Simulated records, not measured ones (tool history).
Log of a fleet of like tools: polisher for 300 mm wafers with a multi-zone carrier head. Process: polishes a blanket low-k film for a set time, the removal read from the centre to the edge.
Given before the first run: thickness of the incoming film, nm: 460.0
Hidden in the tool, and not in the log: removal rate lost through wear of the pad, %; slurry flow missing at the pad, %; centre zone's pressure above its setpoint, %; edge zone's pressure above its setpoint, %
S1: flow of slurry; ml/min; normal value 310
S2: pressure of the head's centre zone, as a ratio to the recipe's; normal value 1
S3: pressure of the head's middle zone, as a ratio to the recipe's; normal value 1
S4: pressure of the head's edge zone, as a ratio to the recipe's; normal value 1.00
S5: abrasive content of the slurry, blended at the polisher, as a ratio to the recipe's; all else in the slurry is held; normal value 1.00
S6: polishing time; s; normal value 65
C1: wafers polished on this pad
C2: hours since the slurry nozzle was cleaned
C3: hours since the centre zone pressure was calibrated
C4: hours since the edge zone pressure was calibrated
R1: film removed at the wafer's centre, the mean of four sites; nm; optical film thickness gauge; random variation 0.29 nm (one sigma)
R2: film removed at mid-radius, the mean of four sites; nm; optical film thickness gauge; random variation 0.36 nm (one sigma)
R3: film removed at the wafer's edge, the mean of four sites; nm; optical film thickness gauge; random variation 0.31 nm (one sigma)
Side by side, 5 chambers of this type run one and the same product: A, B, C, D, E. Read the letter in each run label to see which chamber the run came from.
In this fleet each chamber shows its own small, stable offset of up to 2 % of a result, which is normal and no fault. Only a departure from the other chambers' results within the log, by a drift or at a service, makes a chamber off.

At day 0.492: chamber D: edge zone pressure recalibrated.
Run 1C, day 0.571: usual settings; C1 1251; C2 696.5; C3 949.5; C4 128.8. Result: R1 24.733 nm, R2 24.792 nm, R3 24.383 nm.
Run 2B, day 0.950: usual settings; C1 265; C2 50.0; C3 418.1; C4 293.0. Result: R1 24.743 nm, R2 24.276 nm, R3 24.716 nm.
At day 1.092: chamber C: worn pad replaced by a new one.
Run 3E, day 1.212: usual settings; C1 300; C2 629.8; C3 306.8; C4 68.4. Result: R1 24.573 nm, R2 25.094 nm, R3 24.878 nm.
At day 1.383: chamber A: worn pad replaced by a new one.
Run 4A, day 1.650: usual settings; C1 56; C2 396.5; C3 332.0; C4 384.5. Result: R1 25.108 nm, R2 24.767 nm, R3 24.213 nm.
Run 5D, day 2.162: usual settings; C1 943; C2 391.0; C3 212.1; C4 40.1. Result: R1 24.353 nm, R2 24.590 nm, R3 24.874 nm.
At day 2.171: chamber D: slurry nozzle cleaned.
At day 2.538: chamber E: worn pad replaced by a new one.
Run 6B, day 2.721: usual settings; C1 635; C2 92.5; C3 460.6; C4 335.5. Result: R1 25.193 nm, R2 23.878 nm, R3 24.671 nm.
Run 7D, day 3.175: usual settings; C1 1154; C2 24.2; C3 236.4; C4 64.4. Result: R1 24.725 nm, R2 25.330 nm, R3 24.537 nm.
Run 8C, day 3.650: usual settings; C1 535; C2 770.4; C3 1023.4; C4 202.7. Result: R1 25.225 nm, R2 24.260 nm, R3 24.973 nm.
Run 9E, day 3.975: usual settings; C1 301; C2 696.1; C3 373.1; C4 134.7. Result: R1 23.956 nm, R2 24.754 nm, R3 24.231 nm.
Run 10A, day 4.408: usual settings; C1 633; C2 462.7; C3 398.2; C4 450.7. Result: R1 24.992 nm, R2 24.577 nm, R3 24.041 nm.
At day 4.417: chamber E: slurry nozzle cleaned.
At day 4.783: chamber D: worn pad replaced by a new one.
At day 4.862: chamber B: worn pad replaced by a new one.
Run 11C, day 4.867: usual settings; C1 790; C2 799.6; C3 1052.6; C4 231.9. Result: R1 25.149 nm, R2 24.555 nm, R3 25.194 nm.
At day 5.067: chamber A: edge zone pressure recalibrated.
At day 5.125: chamber C: slurry nozzle cleaned.
Run 12B, day 5.271: usual settings; C1 86; C2 153.7; C3 521.8; C4 396.7. Result: R1 24.583 nm, R2 23.974 nm, R3 24.888 nm.
At day 5.312: chamber E: worn pad replaced by a new one.
At day 5.642: chamber A: centre zone pressure recalibrated.
Run 13A, day 5.808: usual settings; C1 926; C2 496.3; C3 4.0; C4 17.8. Result: R1 25.203 nm, R2 24.576 nm, R3 24.827 nm.
At day 6.038: chamber C: centre zone pressure recalibrated.
Run 14D, day 6.192: usual settings but S4 0.93, S5 1.10; C1 294; C2 96.6; C3 308.8; C4 136.8. Result: R1 25.906 nm, R2 25.309 nm, R3 24.737 nm.
Run 15E, day 6.708: usual settings but S4 0.93, S5 1.10; C1 292; C2 55.1; C3 438.7; C4 200.3. Result: R1 25.556 nm, R2 25.859 nm, R3 25.008 nm.
At day 7.192: chamber C: worn pad replaced by a new one.
Run 16A, day 7.271: usual settings but S4 0.93, S5 1.10; C1 1232; C2 531.4; C3 39.1; C4 52.9. Result: R1 25.882 nm, R2 26.218 nm, R3 24.951 nm.
Run 17B, day 7.850: usual settings but S4 0.93, S5 1.10; C1 625; C2 215.6; C3 583.7; C4 458.6. Result: R1 25.875 nm, R2 24.999 nm, R3 25.480 nm.
At day 8.112: chamber E: worn pad replaced by a new one.
At day 8.171: chamber A: worn pad replaced by a new one.
Run 18C, day 8.183: usual settings but S4 0.93, S5 1.10; C1 207; C2 73.5; C3 51.5; C4 311.5. Result: R1 25.713 nm, R2 25.962 nm, R3 24.559 nm.
Run 19E, day 8.600: usual settings; C1 102; C2 100.5; C3 484.1; C4 245.7. Result: R1 24.293 nm, R2 24.967 nm, R3 24.786 nm.
Run 20D, day 9.154: usual settings; C1 914; C2 167.7; C3 379.9; C4 207.9. Result: R1 26.108 nm, R2 25.323 nm, R3 24.083 nm.
At day 9.262: chamber B: slurry nozzle cleaned.
Run 21E, day 9.721: usual settings but S5 0.75, S6 49 s; C1 337; C2 127.4; C3 511.0; C4 272.6. Result: R1 16.204 nm, R2 16.229 nm, R3 16.015 nm.
Run 22B, day 10.142: usual settings but S5 0.75, S6 49 s; C1 1105; C2 21.1; C3 638.7; C4 513.6. Result: R1 16.196 nm, R2 15.598 nm, R3 15.855 nm.
Run 23C, day 10.438: usual settings but S5 0.75, S6 49 s; C1 679; C2 127.6; C3 105.6; C4 365.6. Result: R1 16.404 nm, R2 16.197 nm, R3 16.297 nm.
At day 10.667: chamber B: worn pad replaced by a new one.
At day 10.925: chamber D: worn pad replaced by a new one.
Run 24D, day 10.983: usual settings but S5 0.75, S6 49 s; C1 12; C2 211.6; C3 423.8; C4 251.8. Result: R1 17.206 nm, R2 15.803 nm, R3 16.192 nm.
At day 11.312: chamber E: worn pad replaced by a new one.
Run 25A, day 11.554: usual settings but S5 0.75, S6 49 s; C1 708; C2 634.2; C3 141.9; C4 155.7. Result: R1 16.151 nm, R2 16.050 nm, R3 15.922 nm.
Run 26D, day 11.975: usual settings; C1 219; C2 235.4; C3 447.6; C4 275.6. Result: R1 26.320 nm, R2 24.066 nm, R3 24.806 nm.
Run 27C, day 12.375: usual settings; C1 1084; C2 174.1; C3 152.1; C4 412.1. Result: R1 24.946 nm, R2 24.797 nm, R3 24.694 nm.
Run 28B, day 12.775: usual settings but S1 205 ml/min, S4 0.90; C1 441; C2 84.3; C3 701.9; C4 576.8. Result: R1 23.754 nm, R2 23.478 nm, R3 22.907 nm.
Run 29A, day 13.354: usual settings but S1 205 ml/min, S4 0.90; C1 1085; C2 677.4; C3 185.1; C4 198.9. Result: R1 23.587 nm, R2 23.362 nm, R3 22.519 nm.
Run 30E, day 13.725: usual settings but S1 205 ml/min, S4 0.90; C1 505; C2 223.5; C3 607.1; C4 368.7. Result: R1 23.190 nm, R2 23.823 nm, R3 22.994 nm.

Predict what each chamber gives when all 5 of them run the settings below next.
Run 31A, day 14.142: usual settings. Result: R1 ?, R2 ?, R3 ?.
Run 31B, day 14.142: usual settings. Result: R1 ?, R2 ?, R3 ?.
Run 31C, day 14.142: usual settings. Result: R1 ?, R2 ?, R3 ?.
Run 31D, day 14.142: usual settings. Result: R1 ?, R2 ?, R3 ?.
Run 31E, day 14.142: usual settings. Result: R1 ?, R2 ?, R3 ?.

run      R1      R2      R3
31A  24.493  24.241  24.363
31B  24.841  24.318  24.661
31C  25.513  24.844  24.688
31D  27.271  25.144  24.369
31E  24.754  24.411  24.677
